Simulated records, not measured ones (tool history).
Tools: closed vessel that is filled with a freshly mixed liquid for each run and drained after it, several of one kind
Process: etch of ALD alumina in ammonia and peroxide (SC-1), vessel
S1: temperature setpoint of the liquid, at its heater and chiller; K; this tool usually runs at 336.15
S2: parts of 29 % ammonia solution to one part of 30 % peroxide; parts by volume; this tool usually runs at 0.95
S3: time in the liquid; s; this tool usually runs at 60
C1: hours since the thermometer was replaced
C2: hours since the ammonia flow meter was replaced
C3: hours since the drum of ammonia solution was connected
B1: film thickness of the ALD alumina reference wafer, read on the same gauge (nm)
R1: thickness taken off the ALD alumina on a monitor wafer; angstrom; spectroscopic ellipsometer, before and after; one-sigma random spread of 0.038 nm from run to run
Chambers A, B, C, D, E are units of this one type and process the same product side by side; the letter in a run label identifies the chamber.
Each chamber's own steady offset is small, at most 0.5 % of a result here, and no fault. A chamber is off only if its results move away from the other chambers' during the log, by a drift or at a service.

Run 1E, hour 7.7: usual settings; C1 238.1; C2 673; C3 465.1; B1 39.998. Result: R1 88.362 angstrom.
Run 2C, hour 13.7: usual settings; C1 1571.5; C2 55.3; C3 66.5; B1 40.021. Result: R1 89.319 angstrom.
Run 3A, hour 20.1: usual settings; C1 97.9; C2 106.1; C3 999.1; B1 40.006. Result: R1 89.176 angstrom.
Run 4D, hour 28: usual settings; C1 858; C2 1977.9; C3 183.8; B1 40.015. Result: R1 89.029 angstrom.
At hour 34.2: chamber A: new drum of ammonia solution connected.
Run 5B, hour 34.9: usual settings but S1 327.15 K, S3 50 s; C1 235.1; C2 383.9; C3 523.1; B1 40.004. Result: R1 46.113 angstrom.
At hour 37.9: chamber D: ammonia flow meter replaced.
Run 6A, hour 40.5: usual settings but S1 327.15 K, S3 50 s; C1 118.3; C2 126.5; C3 6.4; B1 40.005. Result: R1 46.394 angstrom.
Run 7D, hour 45.7: usual settings but S1 327.15 K, S3 50 s; C1 875.7; C2 7.9; C3 201.5; B1 39.983. Result: R1 45.814 angstrom.
Run 8B, hour 50.6: usual settings but S1 327.15 K, S3 50 s; C1 250.8; C2 399.6; C3 538.8; B1 39.988. Result: R1 46.027 angstrom.
Run 9C, hour 56.5: usual settings but S1 327.15 K, S3 50 s; C1 1614.3; C2 98.1; C3 109.3; B1 39.957. Result: R1 46.772 angstrom.
Run 10E, hour 61.8: usual settings but S2 0.7 parts by volume; C1 292.2; C2 727.1; C3 519.2; B1 39.947. Result: R1 85.754 angstrom.
Run 11E, hour 67.6: usual settings but S2 0.7 parts by volume; C1 298; C2 732.9; C3 525; B1 40.057. Result: R1 85.959 angstrom.
Run 12C, hour 74.8: usual settings but S2 0.7 parts by volume; C1 1632.6; C2 116.4; C3 127.6; B1 39.98. Result: R1 86.893 angstrom.
At hour 78.7: chamber B: new drum of ammonia solution connected.
Run 13A, hour 82.8: usual settings but S2 0.7 parts by volume; C1 160.6; C2 168.8; C3 48.7; B1 40.007. Result: R1 86.593 angstrom.
Run 14D, hour 88.6: usual settings but S2 0.7 parts by volume; C1 918.6; C2 50.8; C3 244.4; B1 39.967. Result: R1 85.006 angstrom.
Run 15B, hour 95.5: usual settings; C1 295.7; C2 444.5; C3 16.8; B1 40.009. Result: R1 88.221 angstrom.
Run 16A, hour 101.6: usual settings; C1 179.4; C2 187.6; C3 67.5; B1 39.955. Result: R1 88.779 angstrom.
Run 17E, hour 107.9: usual settings; C1 338.3; C2 773.2; C3 565.3; B1 40.009. Result: R1 89.011 angstrom.
Run 18C, hour 114.6: usual settings; C1 1672.4; C2 156.2; C3 167.4; B1 39.99. Result: R1 89.437 angstrom.
Run 19D, hour 120.5: usual settings but S2 0.6 parts by volume, S3 85 s; C1 950.5; C2 82.7; C3 276.3; B1 40.031. Result: R1 118.04 angstrom.
Run 20B, hour 125.6: usual settings but S2 0.6 parts by volume, S3 85 s; C1 325.8; C2 474.6; C3 46.9; B1 39.979. Result: R1 120.09 angstrom.
Run 21E, hour 133.2: usual settings but S2 0.6 parts by volume, S3 85 s; C1 363.6; C2 798.5; C3 590.6; B1 40.013. Result: R1 120.8 angstrom.
Run 22A, hour 140.3: usual settings but S2 0.6 parts by volume, S3 85 s; C1 218.1; C2 226.3; C3 106.2; B1 39.99. Result: R1 120.23 angstrom.
Run 23D, hour 145.7: usual settings but S2 0.6 parts by volume, S3 85 s; C1 975.7; C2 107.9; C3 301.5; B1 40. Result: R1 115.71 angstrom.
Run 24B, hour 151.9: usual settings; C1 352.1; C2 500.9; C3 73.2; B1 39.977. Result: R1 88.761 angstrom.
Run 25C, hour 157.2: usual settings; C1 1715; C2 198.8; C3 210; B1 40.005. Result: R1 89.23 angstrom.
Run 26A, hour 160.9: usual settings; C1 238.7; C2 246.9; C3 126.8; B1 39.987. Result: R1 89.525 angstrom.
Run 27E, hour 166.9: usual settings; C1 397.3; C2 832.2; C3 624.3; B1 39.997. Result: R1 88.132 angstrom.
Run 28C, hour 172.9: usual settings but S2 0.55 parts by volume, S3 75 s; C1 1730.7; C2 214.5; C3 225.7; B1 40.037. Result: R1 106.55 angstrom.
Run 29D, hour 179.6: usual settings but S2 0.55 parts by volume, S3 75 s; C1 1009.6; C2 141.8; C3 335.4; B1 40.006. Result: R1 101.37 angstrom.
Run 30B, hour 185.9: usual settings but S2 0.55 parts by volume, S3 75 s; C1 386.1; C2 534.9; C3 107.2; B1 39.976. Result: R1 105.35 angstrom.
Run 31E, hour 192.7: usual settings but S2 0.55 parts by volume, S3 75 s; C1 423.1; C2 858; C3 650.1; B1 40.005. Result: R1 105.44 angstrom.
Run 32D, hour 197.3: usual settings but S2 0.55 parts by volume, S3 75 s; C1 1027.3; C2 159.5; C3 353.1; B1 40.032. Result: R1 100.39 angstrom.
Run 33B, hour 201.3: usual settings; C1 401.5; C2 550.3; C3 122.6; B1 40.022. Result: R1 88.947 angstrom.
Run 34A, hour 205.9: usual settings; C1 283.7; C2 291.9; C3 171.8; B1 40.003. Result: R1 89.198 angstrom.

Decide between three cases: one chamber stands off from its peers, the gauge reading all wafers drifts, or nothing is wrong past each chamber's small offset. Where a chamber is off, say which and what most likely put it there.

One chamber, D, drifts off from the rest bit by bit.
Likeliest cause: liquid colder than its thermometer reads (K) = 1.07.

Which of the 4 candidates below, each the usual settings with something changed and its results left as question marks, puts chamber D back in line with what the other chambers give on the usual settings?
In-line tolerance around the mean of the other chambers on the usual settings: R1 1.3 angstrom
Run 35D-1, hour 211.6: usual settings but S1 336.65 K. Result: R1 ?.
Run 35D-2, hour 211.6: usual settings but S1 335.15 K. Result: R1 ?.
Run 35D-3, hour 211.6: usual settings but S1 337.15 K. Result: R1 ?.
Run 35D-4, hour 211.6: usual settings but S1 335.65 K. Result: R1 ?.

Average result of the remaining chambers running the usual settings: R1 88.821 angstrom
  run      R1
35D-1  86.342
35D-2  79.936
35D-3  88.544
35D-4  82.038
The answer is 35D-3, which returns the chamber to within the allowed miss of the others.
